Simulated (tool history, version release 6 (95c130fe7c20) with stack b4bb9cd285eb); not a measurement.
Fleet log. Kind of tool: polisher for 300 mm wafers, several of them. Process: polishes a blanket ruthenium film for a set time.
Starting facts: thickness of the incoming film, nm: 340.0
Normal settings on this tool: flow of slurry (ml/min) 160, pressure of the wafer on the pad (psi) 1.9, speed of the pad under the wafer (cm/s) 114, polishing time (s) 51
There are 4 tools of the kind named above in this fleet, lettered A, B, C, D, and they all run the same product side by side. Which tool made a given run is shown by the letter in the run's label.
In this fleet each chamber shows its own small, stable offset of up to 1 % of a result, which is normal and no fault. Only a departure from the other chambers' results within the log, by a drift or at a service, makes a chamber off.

| run | hour | flow of slurry (ml/min) | pressure of the wafer on the pad (psi) | speed of the pad under the wafer (cm/s) | polishing time (s) | film removed (nm) |
|---|---|---|---|---|---|---|
| 1A | 6.6 | 160 | 1.9 | 114 | 51 | 54.198 |
|  | 8.3 | chamber A: head pressure recalibrated |
| 2B | 17.0 | 160 | 1.9 | 114 | 51 | 54.327 |
|  | 24.5 | chamber B: head pressure recalibrated |
| 3D | 29.6 | 160 | 1.9 | 114 | 51 | 53.883 |
| 4C | 36.2 | 160 | 1.9 | 114 | 51 | 54.023 |
|  | 37.9 | chamber B: worn pad replaced by a new one |
| 5D | 44.8 | 210 | 1.9 | 114 | 42 | 45.520 |
| 6A | 53.9 | 210 | 1.9 | 114 | 42 | 46.647 |
|  | 56.7 | chamber D: worn pad replaced by a new one |
| 7B | 60.8 | 210 | 1.9 | 114 | 42 | 46.770 |
|  | 62.6 | chamber A: worn pad replaced by a new one |
|  | 68.6 | chamber C: worn pad replaced by a new one |
| 8C | 70.7 | 210 | 1.9 | 114 | 42 | 46.195 |
| 9B | 79.8 | 160 | 1.2 | 114 | 51 | 34.900 |
| 10D | 91.7 | 160 | 1.2 | 114 | 51 | 34.301 |
| 11C | 98.8 | 160 | 1.2 | 114 | 51 | 34.664 |
| 12A | 105.2 | 160 | 1.2 | 114 | 51 | 34.763 |
|  | 112.5 | chamber B: worn pad replaced by a new one |
| 13D | 119.4 | 160 | 1.9 | 114 | 51 | 53.395 |
|  | 132.3 | chamber D: worn pad replaced by a new one |
| 14A | 132.4 | 160 | 1.9 | 114 | 51 | 53.575 |
| 15C | 146.6 | 160 | 1.9 | 114 | 51 | 53.309 |
| 16B | 154.8 | 160 | 1.9 | 114 | 51 | 54.495 |
|  | 162.8 | chamber A: worn pad replaced by a new one |
| 17C | 166.7 | 160 | 1.9 | 114 | 51 | 53.884 |
|  | 167.9 | chamber C: worn pad replaced by a new one |
| 18B | 179.2 | 160 | 1.9 | 114 | 51 | 54.637 |
| 19A | 186.5 | 160 | 1.9 | 114 | 51 | 53.675 |
| 20D | 195.0 | 160 | 1.9 | 114 | 51 | 52.878 |
| 21D | 206.8 | 160 | 1.9 | 114 | 35 | 36.154 |
|  | 212.6 | chamber B: worn pad replaced by a new one |
| 22A | 218.9 | 160 | 1.9 | 114 | 35 | 37.295 |
|  | 219.1 | chamber D: worn pad replaced by a new one |
| 23C | 228.7 | 160 | 1.9 | 114 | 35 | 36.823 |
| 24B | 240.5 | 160 | 1.9 | 114 | 35 | 37.415 |
| 25A | 251.2 | 160 | 1.9 | 114 | 51 | 54.047 |
|  | 260.4 | chamber A: worn pad replaced by a new one |
| 26C | 262.7 | 160 | 1.9 | 114 | 51 | 53.719 |
| 27D | 269.5 | 160 | 1.9 | 114 | 51 | 52.160 |
|  | 279.6 | chamber C: worn pad replaced by a new one |
| 28B | 280.6 | 160 | 1.9 | 114 | 51 | 54.210 |
|  | 283.4 | chamber C: slurry nozzle cleaned |
| 29D | 287.8 | 160 | 1.9 | 114 | 51 | 51.662 |
| 30C | 295.4 | 160 | 1.9 | 114 | 51 | 54.138 |
|  | 296.1 | chamber D: worn pad replaced by a new one |
|  | 302.7 | chamber B: worn pad replaced by a new one |
| 31A | 305.0 | 160 | 1.9 | 114 | 51 | 53.641 |
|  | 313.8 | chamber A: slurry nozzle cleaned |
| 32B | 314.6 | 160 | 1.9 | 114 | 51 | 54.858 |
|  | 322.8 | chamber D: head pressure recalibrated |
| 33C | 325.3 | 160 | 1.9 | 114 | 51 | 54.869 |
| 34B | 337.1 | 120 | 1.9 | 114 | 51 | 51.151 |
| 35A | 343.7 | 120 | 1.9 | 114 | 51 | 51.245 |
|  | 345.9 | chamber A: worn pad replaced by a new one |
| 36D | 352.7 | 120 | 1.9 | 114 | 51 | 47.810 |
| 37D | 360.9 | 120 | 1.9 | 114 | 51 | 47.490 |
| 38A | 368.4 | 160 | 1.9 | 114 | 51 | 54.393 |
|  | 374.2 | chamber D: worn pad replaced by a new one |
| 39C | 382.3 | 160 | 1.9 | 114 | 51 | 53.808 |
|  | 383.8 | chamber B: worn pad replaced by a new one |
| 40B | 392.8 | 160 | 1.9 | 114 | 51 | 53.794 |
| 41B | 403.0 | 160 | 1.9 | 114 | 51 | 54.187 |
|  | 406.6 | chamber C: worn pad replaced by a new one |
| 42C | 412.6 | 160 | 1.9 | 114 | 51 | 53.850 |
| 43D | 423.6 | 115 | 1.9 | 114 | 58 | 52.231 |
|  | 433.8 | chamber A: worn pad replaced by a new one |
| 44A | 436.8 | 115 | 1.9 | 114 | 58 | 58.039 |

Next, all 4 chambers run the settings below, one line each with question marks for the results. What does each chamber give?
| 45A | 447.1 | 160 | 2.4 | 114 | 51 | ? |
| 45B | 447.1 | 160 | 2.4 | 114 | 51 | ? |
| 45C | 447.1 | 160 | 2.4 | 114 | 51 | ? |
| 45D | 447.1 | 160 | 2.4 | 114 | 51 | ? |

| run | film removed (nm) |
|---|---|
| 45A | 68.383 |
| 45B | 68.442 |
| 45C | 68.243 |
| 45D | 62.207 |
